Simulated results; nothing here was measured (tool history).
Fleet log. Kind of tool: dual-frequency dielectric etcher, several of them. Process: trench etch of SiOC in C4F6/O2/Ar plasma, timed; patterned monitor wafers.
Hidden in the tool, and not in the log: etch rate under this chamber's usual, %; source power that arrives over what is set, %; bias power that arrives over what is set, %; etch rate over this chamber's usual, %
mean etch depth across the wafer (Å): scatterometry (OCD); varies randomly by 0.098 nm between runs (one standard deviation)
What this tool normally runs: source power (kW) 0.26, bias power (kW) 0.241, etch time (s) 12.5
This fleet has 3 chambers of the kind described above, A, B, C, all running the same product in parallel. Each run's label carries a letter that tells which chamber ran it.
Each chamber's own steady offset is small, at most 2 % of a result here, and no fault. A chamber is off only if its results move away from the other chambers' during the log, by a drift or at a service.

run   hour  source power (kW)  bias power (kW)  etch time (s)  hours since the last wet clean  hours since the last source power generator calibration  hours since the last bias power generator calibration  read-back reference wafer on the same gauge, depth_nm  mean etch depth across the wafer (Å)
 1A    6.9               0.26            0.241           12.5                           176.3                                                    276.9                                                  527.5                                                 22.703                                245.52
 2B   13.7               0.26            0.241           12.5                           168.9                                                     2327                                                  155.6                                                 22.696                                246.03
 3C   18.7               0.26            0.241           12.5                           154.4                                                   1947.7                                                 3563.4                                                 22.684                                238.59
 4C   25.7               0.26            0.241           12.5                           161.4                                                   1954.7                                                 3570.4                                                 22.716                                239.74
 5B   33.9               0.26            0.241           12.5                           189.1                                                   2347.2                                                  175.8                                                 22.681                                241.92
 6A   40.1               0.26            0.241           12.5                           209.5                                                    310.1                                                  560.7                                                 22.715                                242.22
 7B   49.6               0.31            0.241           12.5                           204.8                                                   2362.9                                                  191.5                                                 22.693                                262.85
 8C   56.8               0.31            0.241           12.5                           192.5                                                   1985.8                                                 3601.5                                                   22.7                                253.41
 9A   62.6               0.31            0.241           12.5                             232                                                    332.6                                                  583.2                                                  22.72                                257.92
10C   69.4               0.26            0.241           12.5                           205.1                                                   1998.4                                                 3614.1                                                  22.69                                239.61
11B   77.5               0.26            0.241           12.5                           232.7                                                   2390.8                                                  219.4                                                 22.712                                245.46
12A   85.7               0.26            0.241           12.5                           255.1                                                    355.7                                                  606.3                                                 22.712                                238.92
13C   93.7               0.26            0.241           12.5                           229.4                                                   2022.7                                                 3638.4                                                 22.715                                238.17
14A  100.8               0.26            0.283              9                           270.2                                                    370.8                                                  621.4                                                  22.69                                 181.6
15B  109.5               0.26            0.283              9                           264.7                                                   2422.8                                                  251.4                                                 22.689                                187.27
16C  118.9               0.26            0.283              9                           254.6                                                   2047.9                                                 3663.6                                                 22.729                                180.25
17B  127.7               0.26            0.241           12.5                           282.9                                                     2441                                                  269.6                                                 22.669                                243.18
18A  133.1               0.32            0.241           12.5                           302.5                                                    403.1                                                  653.7                                                 22.707                                252.66
19B  143.3               0.32            0.241           12.5                           298.5                                                   2456.6                                                  285.2                                                 22.718                                263.96
20A  150.6               0.32            0.241           12.5                             320                                                    420.6                                                  671.2                                                 22.692                                 253.8
21C  161.1               0.26            0.241           12.5                           296.8                                                   2090.1                                                 3705.8                                                 22.703                                239.22
22A  169.2               0.26            0.241           12.5                           338.6                                                    439.2                                                  689.8                                                 22.699                                231.51
23B  175.1               0.26            0.241           14.5                           330.3                                                   2488.4                                                    317                                                   22.7                                283.43

Has any chamber moved away from the others, gradually or after a service, or does the common gauge drift, or do the chambers differ only by their own small steady offsets? State the chamber and the most likely cause if one applies.

Little by little, chamber A moves away from the other chambers.
What lies behind it: etch rate under this chamber's usual, % = 5.38.

Here are 4 candidates for chamber A's next run, each the usual settings with a change, their results left as question marks. Which one brings its results back in line with what the others give on the usual settings?
A result is in line if it is within this distance of the other chambers' mean on the usual settings: mean etch depth across the wafer (Å) 3.4
24A-1  182.8               0.26            0.197           12.5                                                                                                                                                                                                                                            ?
24A-2  182.8               0.26            0.243             13                                                                                                                                                                                                                                            ?
24A-3  182.8               0.26            0.239             12                                                                                                                                                                                                                                            ?
24A-4  182.8               0.31            0.241           12.5                                                                                                                                                                                                                                            ?

Other chambers, usual settings, mean: mean etch depth across the wafer (Å) 241.81
  run  mean etch depth across the wafer (Å)
24A-1                                216.35
24A-2                                241.33
24A-3                                221.51
24A-4                                247.61
24A-2 is the one that brings the chamber's results back in line with the other chambers.
